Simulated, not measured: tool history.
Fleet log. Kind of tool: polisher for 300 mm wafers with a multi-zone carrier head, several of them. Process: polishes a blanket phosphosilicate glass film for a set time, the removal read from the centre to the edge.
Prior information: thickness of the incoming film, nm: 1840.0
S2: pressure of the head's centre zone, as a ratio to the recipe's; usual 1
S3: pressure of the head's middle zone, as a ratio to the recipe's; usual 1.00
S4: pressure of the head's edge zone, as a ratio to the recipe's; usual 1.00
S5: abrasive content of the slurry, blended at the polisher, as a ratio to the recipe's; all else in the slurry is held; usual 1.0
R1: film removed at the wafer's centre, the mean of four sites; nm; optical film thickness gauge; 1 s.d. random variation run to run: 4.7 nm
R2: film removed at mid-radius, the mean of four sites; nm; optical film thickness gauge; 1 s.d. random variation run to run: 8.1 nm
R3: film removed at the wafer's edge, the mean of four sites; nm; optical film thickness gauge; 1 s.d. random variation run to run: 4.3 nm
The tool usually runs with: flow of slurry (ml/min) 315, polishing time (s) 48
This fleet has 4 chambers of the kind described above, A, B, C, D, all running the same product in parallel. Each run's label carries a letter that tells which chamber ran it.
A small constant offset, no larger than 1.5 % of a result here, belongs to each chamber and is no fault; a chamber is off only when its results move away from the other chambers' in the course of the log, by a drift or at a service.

{"run": "1D", "hour": 7.7, "flow of slurry (ml/min)": 315, "S2": 1, "S3": 1.0, "S4": 1.0, "S5": 1.0, "polishing time (s)": 48, "R1": 575.13, "R2": 570.88, "R3": 584.06}
{"hour": 9.0, "done": "chamber B: worn pad replaced by a new one"}
{"hour": 9.2, "done": "chamber D: worn pad replaced by a new one"}
{"hour": 11.0, "done": "chamber A: worn pad replaced by a new one"}
{"run": "2B", "hour": 16.8, "flow of slurry (ml/min)": 315, "S2": 1, "S3": 1.0, "S4": 1.0, "S5": 1.0, "polishing time (s)": 48, "R1": 574.12, "R2": 580.53, "R3": 587.21}
{"run": "3C", "hour": 23.9, "flow of slurry (ml/min)": 315, "S2": 1, "S3": 1.0, "S4": 1.0, "S5": 1.0, "polishing time (s)": 48, "R1": 577.81, "R2": 569.11, "R3": 576.41}
{"run": "4A", "hour": 29.9, "flow of slurry (ml/min)": 315, "S2": 1, "S3": 1.0, "S4": 1.0, "S5": 1.0, "polishing time (s)": 48, "R1": 589.27, "R2": 569.94, "R3": 579.2}
{"run": "5A", "hour": 40.2, "flow of slurry (ml/min)": 315, "S2": 1, "S3": 1.0, "S4": 1.0, "S5": 1.0, "polishing time (s)": 48, "R1": 571.68, "R2": 573.32, "R3": 576.41}
{"run": "6C", "hour": 48.7, "flow of slurry (ml/min)": 315, "S2": 1, "S3": 1.0, "S4": 1.0, "S5": 1.0, "polishing time (s)": 48, "R1": 566.99, "R2": 570.41, "R3": 579.05}
{"run": "7B", "hour": 56.2, "flow of slurry (ml/min)": 315, "S2": 1, "S3": 1.0, "S4": 1.0, "S5": 1.0, "polishing time (s)": 48, "R1": 584.35, "R2": 585.32, "R3": 590.93}
{"hour": 57.6, "done": "chamber B: worn pad replaced by a new one"}
{"hour": 65.2, "done": "chamber D: worn pad replaced by a new one"}
{"run": "8D", "hour": 65.5, "flow of slurry (ml/min)": 315, "S2": 1, "S3": 1.0, "S4": 1.0, "S5": 1.0, "polishing time (s)": 48, "R1": 576.35, "R2": 569.54, "R3": 573.75}
{"run": "9D", "hour": 74.7, "flow of slurry (ml/min)": 315, "S2": 1, "S3": 1.0, "S4": 1.0, "S5": 1.0, "polishing time (s)": 48, "R1": 575.85, "R2": 572.19, "R3": 582.65}
{"hour": 77.1, "done": "chamber A: centre zone pressure recalibrated"}
{"hour": 81.6, "done": "chamber A: worn pad replaced by a new one"}
{"run": "10A", "hour": 84.8, "flow of slurry (ml/min)": 315, "S2": 1, "S3": 1.0, "S4": 1.0, "S5": 1.0, "polishing time (s)": 48, "R1": 568.95, "R2": 566.04, "R3": 582.56}
{"run": "11C", "hour": 90.7, "flow of slurry (ml/min)": 315, "S2": 1, "S3": 1.0, "S4": 1.0, "S5": 1.0, "polishing time (s)": 48, "R1": 575.71, "R2": 571.61, "R3": 578.95}
{"run": "12B", "hour": 99.6, "flow of slurry (ml/min)": 315, "S2": 1, "S3": 1.0, "S4": 1.0, "S5": 1.0, "polishing time (s)": 48, "R1": 587.62, "R2": 585.43, "R3": 584.45}
{"hour": 101.3, "done": "chamber C: worn pad replaced by a new one"}
{"hour": 101.4, "done": "chamber B: edge zone pressure recalibrated"}
{"run": "13B", "hour": 106.0, "flow of slurry (ml/min)": 315, "S2": 1, "S3": 1.0, "S4": 1.0, "S5": 1.0, "polishing time (s)": 48, "R1": 589.93, "R2": 595.93, "R3": 578.52}
{"hour": 115.0, "done": "chamber B: worn pad replaced by a new one"}
{"run": "14C", "hour": 115.0, "flow of slurry (ml/min)": 315, "S2": 1, "S3": 1.0, "S4": 1.0, "S5": 1.0, "polishing time (s)": 48, "R1": 583.6, "R2": 590.77, "R3": 578.26}
{"run": "15D", "hour": 121.6, "flow of slurry (ml/min)": 315, "S2": 1, "S3": 1.0, "S4": 1.0, "S5": 1.0, "polishing time (s)": 48, "R1": 581.67, "R2": 570.83, "R3": 581.14}
{"run": "16A", "hour": 130.1, "flow of slurry (ml/min)": 315, "S2": 1, "S3": 1.0, "S4": 1.0, "S5": 1.0, "polishing time (s)": 48, "R1": 581.52, "R2": 576.34, "R3": 586.1}
{"hour": 134.6, "done": "chamber D: worn pad replaced by a new one"}
{"run": "17D", "hour": 139.3, "flow of slurry (ml/min)": 315, "S2": 1, "S3": 1.06, "S4": 1.0, "S5": 1.0, "polishing time (s)": 48, "R1": 576.0, "R2": 605.72, "R3": 580.77}
{"run": "18B", "hour": 145.5, "flow of slurry (ml/min)": 315, "S2": 1, "S3": 1.06, "S4": 1.0, "S5": 1.0, "polishing time (s)": 48, "R1": 593.84, "R2": 623.67, "R3": 589.98}
{"run": "19A", "hour": 155.3, "flow of slurry (ml/min)": 315, "S2": 1, "S3": 1.06, "S4": 1.0, "S5": 1.0, "polishing time (s)": 48, "R1": 568.45, "R2": 611.15, "R3": 579.6}
{"hour": 159.9, "done": "chamber A: worn pad replaced by a new one"}
{"run": "20C", "hour": 162.4, "flow of slurry (ml/min)": 315, "S2": 1, "S3": 1.06, "S4": 1.0, "S5": 1.0, "polishing time (s)": 48, "R1": 573.01, "R2": 604.64, "R3": 581.23}
{"run": "21C", "hour": 167.0, "flow of slurry (ml/min)": 315, "S2": 1, "S3": 1.0, "S4": 1.0, "S5": 1.0, "polishing time (s)": 48, "R1": 577.6, "R2": 580.3, "R3": 580.93}
{"hour": 171.0, "done": "chamber B: centre zone pressure recalibrated"}
{"run": "22A", "hour": 172.0, "flow of slurry (ml/min)": 315, "S2": 1, "S3": 1.0, "S4": 1.0, "S5": 1.0, "polishing time (s)": 48, "R1": 582.01, "R2": 571.45, "R3": 583.93}
{"hour": 172.2, "done": "chamber B: worn pad replaced by a new one"}
{"run": "23D", "hour": 178.4, "flow of slurry (ml/min)": 315, "S2": 1, "S3": 1.0, "S4": 1.0, "S5": 1.0, "polishing time (s)": 48, "R1": 578.45, "R2": 557.72, "R3": 585.16}
{"run": "24B", "hour": 188.6, "flow of slurry (ml/min)": 315, "S2": 1, "S3": 1.0, "S4": 1.0, "S5": 1.0, "polishing time (s)": 48, "R1": 642.17, "R2": 577.72, "R3": 585.32}
{"hour": 192.6, "done": "chamber D: worn pad replaced by a new one"}
{"run": "25A", "hour": 193.6, "flow of slurry (ml/min)": 315, "S2": 1, "S3": 1.0, "S4": 1.0, "S5": 1.0, "polishing time (s)": 48, "R1": 575.6, "R2": 565.77, "R3": 571.2}
{"run": "26C", "hour": 198.7, "flow of slurry (ml/min)": 315, "S2": 1, "S3": 1.0, "S4": 1.0, "S5": 1.0, "polishing time (s)": 48, "R1": 582.63, "R2": 569.5, "R3": 579.96}
{"hour": 204.6, "done": "chamber C: worn pad replaced by a new one"}
{"run": "27D", "hour": 208.3, "flow of slurry (ml/min)": 315, "S2": 1, "S3": 1.0, "S4": 1.0, "S5": 1.0, "polishing time (s)": 48, "R1": 581.6, "R2": 578.6, "R3": 580.44}
{"run": "28B", "hour": 212.7, "flow of slurry (ml/min)": 315, "S2": 1, "S3": 1.0, "S4": 1.0, "S5": 1.0, "polishing time (s)": 48, "R1": 639.37, "R2": 595.45, "R3": 587.34}
{"run": "29D", "hour": 219.1, "flow of slurry (ml/min)": 315, "S2": 1, "S3": 1.0, "S4": 1.0, "S5": 1.0, "polishing time (s)": 48, "R1": 575.84, "R2": 564.55, "R3": 582.2}
{"run": "30B", "hour": 224.7, "flow of slurry (ml/min)": 315, "S2": 1, "S3": 1.0, "S4": 1.0, "S5": 1.0, "polishing time (s)": 40, "R1": 530.59, "R2": 495.39, "R3": 488.23}
{"hour": 227.4, "done": "chamber B: worn pad replaced by a new one"}
{"run": "31A", "hour": 234.6, "flow of slurry (ml/min)": 315, "S2": 1, "S3": 1.0, "S4": 1.0, "S5": 1.0, "polishing time (s)": 40, "R1": 483.1, "R2": 483.01, "R3": 484.42}
{"hour": 239.3, "done": "chamber C: edge zone pressure recalibrated"}
{"run": "32C", "hour": 241.3, "flow of slurry (ml/min)": 315, "S2": 1, "S3": 1.0, "S4": 1.0, "S5": 1.0, "polishing time (s)": 40, "R1": 485.54, "R2": 476.33, "R3": 478.46}
{"hour": 241.4, "done": "chamber A: worn pad replaced by a new one"}
{"run": "33C", "hour": 248.5, "flow of slurry (ml/min)": 315, "S2": 1, "S3": 1.0, "S4": 1.0, "S5": 1.0, "polishing time (s)": 40, "R1": 473.2, "R2": 494.56, "R3": 477.02}
{"hour": 249.3, "done": "chamber D: worn pad replaced by a new one"}
{"run": "34A", "hour": 255.2, "flow of slurry (ml/min)": 315, "S2": 1, "S3": 1.0, "S4": 0.91, "S5": 0.7, "polishing time (s)": 48, "R1": 481.66, "R2": 488.7, "R3": 464.14}
{"run": "35D", "hour": 260.6, "flow of slurry (ml/min)": 315, "S2": 1, "S3": 1.0, "S4": 0.91, "S5": 0.7, "polishing time (s)": 48, "R1": 476.63, "R2": 484.27, "R3": 461.41}
{"run": "36B", "hour": 268.0, "flow of slurry (ml/min)": 315, "S2": 1, "S3": 1.0, "S4": 0.91, "S5": 0.7, "polishing time (s)": 48, "R1": 531.06, "R2": 489.61, "R3": 471.54}
{"run": "37B", "hour": 273.9, "flow of slurry (ml/min)": 315, "S2": 1, "S3": 1.0, "S4": 0.91, "S5": 0.7, "polishing time (s)": 48, "R1": 541.25, "R2": 490.24, "R3": 461.86}

Each of the 4 chambers runs these same settings next. Fill in every chamber's results:
{"run": "38A", "hour": 281.3, "flow of slurry (ml/min)": 315, "S2": 1, "S3": 0.9, "S4": 1.0, "S5": 1.0, "polishing time (s)": 48, "R1": "?", "R2": "?", "R3": "?"}
{"run": "38B", "hour": 281.3, "flow of slurry (ml/min)": 315, "S2": 1, "S3": 0.9, "S4": 1.0, "S5": 1.0, "polishing time (s)": 48, "R1": "?", "R2": "?", "R3": "?"}
{"run": "38C", "hour": 281.3, "flow of slurry (ml/min)": 315, "S2": 1, "S3": 0.9, "S4": 1.0, "S5": 1.0, "polishing time (s)": 48, "R1": "?", "R2": "?", "R3": "?"}
{"run": "38D", "hour": 281.3, "flow of slurry (ml/min)": 315, "S2": 1, "S3": 0.9, "S4": 1.0, "S5": 1.0, "polishing time (s)": 48, "R1": "?", "R2": "?", "R3": "?"}

run=38A R1=577.01 R2=528.68 R3=577.58
run=38B R1=645.55 R2=518.57 R3=586.33
run=38C R1=575.30 R2=527.43 R3=580.44
run=38D R1=578.40 R2=533.07 R3=582.03
